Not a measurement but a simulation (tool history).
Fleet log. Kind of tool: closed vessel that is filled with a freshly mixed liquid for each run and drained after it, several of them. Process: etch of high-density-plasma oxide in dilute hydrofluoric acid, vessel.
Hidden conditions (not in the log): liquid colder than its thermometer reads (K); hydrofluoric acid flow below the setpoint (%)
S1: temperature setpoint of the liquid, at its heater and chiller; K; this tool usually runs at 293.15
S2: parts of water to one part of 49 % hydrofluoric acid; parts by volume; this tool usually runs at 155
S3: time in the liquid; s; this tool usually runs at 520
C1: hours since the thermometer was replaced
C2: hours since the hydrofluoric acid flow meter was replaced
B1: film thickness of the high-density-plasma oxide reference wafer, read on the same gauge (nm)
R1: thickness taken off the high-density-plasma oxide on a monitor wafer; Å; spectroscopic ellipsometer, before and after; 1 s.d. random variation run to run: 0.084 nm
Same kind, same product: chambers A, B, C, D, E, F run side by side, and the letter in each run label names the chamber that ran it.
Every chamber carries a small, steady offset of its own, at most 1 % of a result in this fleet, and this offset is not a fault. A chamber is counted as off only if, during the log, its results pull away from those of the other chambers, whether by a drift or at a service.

Run 1E, hour 9.8: usual settings; C1 904.1; C2 919.1; B1 139.98. Result: R1 136.900 Å.
Run 2B, hour 17.9: usual settings; C1 2350.3; C2 18.7; B1 139.96. Result: R1 136.190 Å.
Run 3F, hour 29.3: usual settings; C1 699.9; C2 1398.2; B1 140.04. Result: R1 137.000 Å.
Run 4D, hour 35.0: usual settings; C1 707.2; C2 383.4; B1 140.03. Result: R1 136.120 Å.
Run 5A, hour 47.6: usual settings; C1 1607.0; C2 276.3; B1 140.03. Result: R1 136.470 Å.
Run 6C, hour 55.1: usual settings; C1 1833.5; C2 958.5; B1 140.01. Result: R1 136.850 Å.
Run 7C, hour 66.2: usual settings; C1 1844.6; C2 969.6; B1 140.01. Result: R1 137.380 Å.
Run 8F, hour 73.2: usual settings; C1 743.8; C2 1442.1; B1 139.98. Result: R1 136.490 Å.
Run 9A, hour 84.1: usual settings; C1 1643.5; C2 312.8; B1 139.98. Result: R1 138.110 Å.
Run 10B, hour 96.9: usual settings; C1 2429.3; C2 97.7; B1 139.99. Result: R1 136.600 Å.
Run 11D, hour 105.6: usual settings but S1 297.15 K; C1 777.8; C2 454.0; B1 140.00. Result: R1 158.810 Å.
Run 12E, hour 117.0: usual settings but S1 297.15 K; C1 1011.3; C2 1026.3; B1 140.01. Result: R1 160.530 Å.
Run 13E, hour 127.7: usual settings but S1 297.15 K; C1 1022.0; C2 1037.0; B1 140.02. Result: R1 161.430 Å.
Run 14A, hour 136.1: usual settings but S1 297.15 K; C1 1695.5; C2 364.8; B1 139.98. Result: R1 163.710 Å.
Run 15D, hour 142.8: usual settings but S1 297.15 K; C1 815.0; C2 491.2; B1 140.05. Result: R1 158.840 Å.
Run 16C, hour 151.5: usual settings but S1 297.15 K; C1 1929.9; C2 1054.9; B1 139.97. Result: R1 160.090 Å.
Run 17B, hour 157.1: usual settings; C1 2489.5; C2 157.9; B1 140.01. Result: R1 135.960 Å.
Run 18F, hour 167.2: usual settings; C1 837.8; C2 1536.1; B1 139.99. Result: R1 136.690 Å.
Run 19C, hour 176.3: usual settings; C1 1954.7; C2 1079.7; B1 139.95. Result: R1 138.430 Å.
Run 20F, hour 183.1: usual settings; C1 853.7; C2 1552.0; B1 139.95. Result: R1 138.570 Å.
Run 21A, hour 190.9: usual settings; C1 1750.3; C2 419.6; B1 139.98. Result: R1 135.330 Å.
Run 22B, hour 203.3: usual settings; C1 2535.7; C2 204.1; B1 139.96. Result: R1 136.380 Å.
Run 23D, hour 210.6: usual settings; C1 882.8; C2 559.0; B1 139.97. Result: R1 137.510 Å.
Run 24E, hour 217.7: usual settings; C1 1112.0; C2 1127.0; B1 140.00. Result: R1 137.550 Å.
Run 25E, hour 223.3: usual settings; C1 1117.6; C2 1132.6; B1 139.98. Result: R1 138.230 Å.
Run 26D, hour 232.3: usual settings; C1 904.5; C2 580.7; B1 140.00. Result: R1 136.860 Å.
Run 27B, hour 240.8: usual settings; C1 2573.2; C2 241.6; B1 139.99. Result: R1 136.460 Å.
Run 28F, hour 250.3: usual settings; C1 920.9; C2 1619.2; B1 140.01. Result: R1 136.500 Å.
Run 29A, hour 261.6: usual settings but S3 265 s; C1 1821.0; C2 490.3; B1 140.04. Result: R1 67.181 Å.
Run 30C, hour 269.5: usual settings but S3 265 s; C1 2047.9; C2 1172.9; B1 140.02. Result: R1 70.121 Å.
At hour 280.5: chamber F: thermometer replaced.
Run 31E, hour 282.3: usual settings but S3 265 s; C1 1176.6; C2 1191.6; B1 140.03. Result: R1 70.147 Å.
Run 32C, hour 289.2: usual settings but S3 265 s; C1 2067.6; C2 1192.6; B1 139.98. Result: R1 70.685 Å.
Run 33B, hour 302.2: usual settings but S3 265 s; C1 2634.6; C2 303.0; B1 139.97. Result: R1 69.515 Å.
Run 34F, hour 308.0: usual settings but S3 265 s; C1 27.5; C2 1676.9; B1 140.04. Result: R1 68.988 Å.
Run 35A, hour 319.7: usual settings; C1 1879.1; C2 548.4; B1 139.98. Result: R1 130.140 Å.
Run 36D, hour 331.1: usual settings; C1 1003.3; C2 679.5; B1 139.97. Result: R1 136.040 Å.
Run 37B, hour 337.8: usual settings; C1 2670.2; C2 338.6; B1 140.02. Result: R1 135.180 Å.
Run 38C, hour 347.3: usual settings; C1 2125.7; C2 1250.7; B1 139.98. Result: R1 137.390 Å.
Run 39D, hour 357.2: usual settings; C1 1029.4; C2 705.6; B1 140.04. Result: R1 136.500 Å.
Run 40F, hour 367.2: usual settings; C1 86.7; C2 1736.1; B1 139.96. Result: R1 137.600 Å.
Run 41E, hour 374.9: usual settings; C1 1269.2; C2 1284.2; B1 139.98. Result: R1 135.850 Å.
Run 42A, hour 385.3: usual settings; C1 1944.7; C2 614.0; B1 139.94. Result: R1 127.980 Å.

The same settings go to every chamber for the next run, one line per chamber below. Forecast the results for each:
Run 43A, hour 394.6: usual settings but S2 75 parts by volume. Result: R1 ?.
Run 43B, hour 394.6: usual settings but S2 75 parts by volume. Result: R1 ?.
Run 43C, hour 394.6: usual settings but S2 75 parts by volume. Result: R1 ?.
Run 43D, hour 394.6: usual settings but S2 75 parts by volume. Result: R1 ?.
Run 43E, hour 394.6: usual settings but S2 75 parts by volume. Result: R1 ?.
Run 43F, hour 394.6: usual settings but S2 75 parts by volume. Result: R1 ?.

run       R1
43A  285.250
43B  305.220
43C  314.060
43D  306.240
43E  311.310
43F  300.920
